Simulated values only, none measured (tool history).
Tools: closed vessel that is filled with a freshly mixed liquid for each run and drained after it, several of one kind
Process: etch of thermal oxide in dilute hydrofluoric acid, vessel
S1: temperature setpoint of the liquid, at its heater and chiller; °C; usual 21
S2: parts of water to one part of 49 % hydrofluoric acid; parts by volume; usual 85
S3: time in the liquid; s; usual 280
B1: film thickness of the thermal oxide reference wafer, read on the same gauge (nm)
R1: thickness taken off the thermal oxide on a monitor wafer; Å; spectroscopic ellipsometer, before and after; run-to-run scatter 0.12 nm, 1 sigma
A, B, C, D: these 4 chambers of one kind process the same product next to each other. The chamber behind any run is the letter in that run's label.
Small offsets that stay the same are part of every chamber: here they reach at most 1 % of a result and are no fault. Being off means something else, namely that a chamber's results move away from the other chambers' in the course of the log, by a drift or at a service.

run   hour  S1   S2   S3      B1       R1
 1C    7.4  21   85  280  120.00  138.520
 2D   22.4  21   85  280  120.00  136.340
 3B   35.2  21   85  280  120.00  138.100
 4A   45.9  21   85  280  119.99  139.610
 5B   57.4  21   85  280  120.02  138.890
 6D   65.4  21   85  280  120.01  138.170
 7A   76.9  21   85  280  120.00  138.670
 8C   89.0  21   85  280  120.00  138.730
 9B  103.8  21   85  280  119.99  139.560
10A  117.9  17  120  280  119.99   80.960
11D  132.5  17  120  280  120.00   80.645
12C  143.4  17  120  280  120.01   80.130
13D  159.6  17  120  280  120.00   79.435
14B  169.7  21   85  280  120.00  139.000
15C  180.4  21   85  280  120.02  138.210
16A  195.6  21   85  280  119.99  141.200
17B  203.5  21  105  280  120.01  110.690
18C  218.3  21  105  280  119.99  110.710
19D  231.9  21  105  280  120.00  108.430
20A  244.2  21  105  280  120.00  113.420
21C  253.0  21   85  280  120.02  138.820
22D  268.1  21   85  280  120.00  135.920
23B  278.5  21   85  280  120.01  138.620
24A  292.0  21   85  280  119.99  145.920

Is one chamber off against the others, does the gauge drift, or is nothing wrong? If a chamber is off, say which, and what the likeliest cause is.

One chamber, A, drifts off from the rest bit by bit.
Cause: hydrofluoric acid flow above the setpoint (%) = 5.38.
It could be hard to tell apart here from: liquid hotter than its thermometer reads (K).

Chamber A could run next with any of the 4 candidate recipes listed below; each alters the usual settings, and their results appear as question marks. Which one brings its results back in line with what the other chambers deliver on the usual settings?
Allowed miss from the other chambers' usual-settings mean, per result, to count as in line: R1 4.200 Å
25A-1  303.8  20.5  85  255       ?
25A-2  303.8  21.0  85  295       ?
25A-3  303.8  21.5  85  305       ?
25A-4  303.8  21.0  85  270       ?

Other chambers, usual settings, mean: R1 138.990 Å
  run       R1
25A-1  129.640
25A-2  153.170
25A-3  161.720
25A-4  140.190
The right change is 25A-4: it brings the chamber back within the allowed miss of the others.

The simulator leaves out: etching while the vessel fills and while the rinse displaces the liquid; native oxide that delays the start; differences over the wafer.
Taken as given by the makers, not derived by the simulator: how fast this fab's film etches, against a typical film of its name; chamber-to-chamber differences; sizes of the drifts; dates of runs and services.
